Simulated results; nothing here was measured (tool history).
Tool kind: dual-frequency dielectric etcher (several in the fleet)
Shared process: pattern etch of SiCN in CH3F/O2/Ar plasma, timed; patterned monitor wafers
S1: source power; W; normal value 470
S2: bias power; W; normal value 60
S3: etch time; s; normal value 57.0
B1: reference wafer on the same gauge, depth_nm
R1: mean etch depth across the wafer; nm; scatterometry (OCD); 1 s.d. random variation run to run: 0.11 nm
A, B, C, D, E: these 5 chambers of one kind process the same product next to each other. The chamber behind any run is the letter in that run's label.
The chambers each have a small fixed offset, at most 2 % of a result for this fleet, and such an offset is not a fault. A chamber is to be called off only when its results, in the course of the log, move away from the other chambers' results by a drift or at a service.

| run | hour | S1 | S2 | S3 | B1 | R1 |
|---|---|---|---|---|---|---|
| 1A | 4.5 | 470 | 60 | 57.0 | 20.315 | 21.446 |
| 2B | 6.8 | 470 | 60 | 57.0 | 20.299 | 21.257 |
| 3C | 9.3 | 470 | 60 | 57.0 | 20.298 | 21.034 |
| 4E | 12.7 | 470 | 60 | 57.0 | 20.321 | 21.458 |
| 5D | 16.1 | 470 | 60 | 57.0 | 20.289 | 21.613 |
| 6B | 20.9 | 470 | 60 | 57.0 | 20.318 | 21.218 |
|  | 23.2 | chamber D: bias power generator calibrated |
| 7A | 25.6 | 470 | 60 | 57.0 | 20.314 | 21.395 |
| 8D | 30.3 | 470 | 72 | 68.0 | 20.305 | 27.397 |
| 9C | 33.6 | 470 | 72 | 68.0 | 20.344 | 26.403 |
| 10E | 36.3 | 470 | 72 | 68.0 | 20.285 | 26.920 |
| 11B | 39.7 | 470 | 72 | 68.0 | 20.286 | 26.582 |
| 12C | 42.5 | 470 | 72 | 68.0 | 20.285 | 26.627 |
| 13E | 45.4 | 470 | 60 | 57.0 | 20.283 | 21.321 |
| 14D | 47.6 | 470 | 60 | 57.0 | 20.290 | 21.490 |
| 15A | 51.6 | 470 | 60 | 57.0 | 20.304 | 21.515 |
| 16C | 54.8 | 530 | 50 | 57.0 | 20.315 | 20.617 |
| 17D | 59.1 | 530 | 50 | 57.0 | 20.289 | 21.190 |
| 18B | 62.7 | 530 | 50 | 57.0 | 20.301 | 21.034 |
| 19E | 67.0 | 530 | 50 | 57.0 | 20.318 | 20.883 |
| 20A | 70.2 | 530 | 50 | 57.0 | 20.301 | 21.349 |
| 21C | 73.7 | 470 | 60 | 57.0 | 20.311 | 21.008 |
| 22A | 76.5 | 560 | 60 | 57.0 | 20.267 | 22.946 |
| 23B | 81.0 | 560 | 60 | 57.0 | 20.292 | 22.704 |
| 24D | 84.1 | 560 | 60 | 57.0 | 20.307 | 23.112 |
| 25E | 87.6 | 560 | 60 | 57.0 | 20.266 | 22.816 |
| 26D | 90.6 | 560 | 60 | 57.0 | 20.303 | 23.265 |
| 27A | 94.3 | 470 | 60 | 57.0 | 20.282 | 21.455 |
| 28B | 96.6 | 470 | 60 | 57.0 | 20.306 | 21.137 |
| 29E | 101.2 | 470 | 60 | 57.0 | 20.301 | 21.235 |
| 30C | 105.8 | 470 | 60 | 57.0 | 20.321 | 21.066 |
| 31C | 108.8 | 470 | 60 | 44.5 | 20.272 | 16.452 |
| 32B | 111.5 | 470 | 60 | 44.5 | 20.315 | 16.645 |
| 33E | 116.3 | 470 | 60 | 44.5 | 20.288 | 16.850 |
| 34A | 120.6 | 470 | 60 | 44.5 | 20.305 | 16.627 |
| 35D | 125.7 | 470 | 60 | 44.5 | 20.288 | 16.834 |
|  | 128.1 | chamber E: source power generator calibrated |
|  | 130.0 | chamber D: wet clean of the chamber |
| 36D | 130.8 | 470 | 60 | 57.0 | 20.275 | 21.636 |
| 37B | 133.4 | 470 | 60 | 57.0 | 20.310 | 21.092 |
| 38E | 137.0 | 470 | 60 | 57.0 | 20.320 | 21.235 |
| 39A | 141.8 | 470 | 60 | 57.0 | 20.289 | 21.734 |
| 40C | 145.4 | 470 | 60 | 57.0 | 20.295 | 21.000 |
| 41C | 149.3 | 470 | 60 | 57.0 | 20.288 | 20.805 |
| 42D | 153.3 | 470 | 60 | 49.0 | 20.298 | 18.734 |
| 43E | 156.7 | 470 | 60 | 49.0 | 20.275 | 18.179 |

Which is it: a chamber that has drifted or been left off by a service, a gauge drift common to all chambers, or only each chamber's usual small offset? If a chamber is off, name it and its likeliest cause.

Neither any chamber nor the gauge drifts; the chambers differ only by their own small, steady offsets.
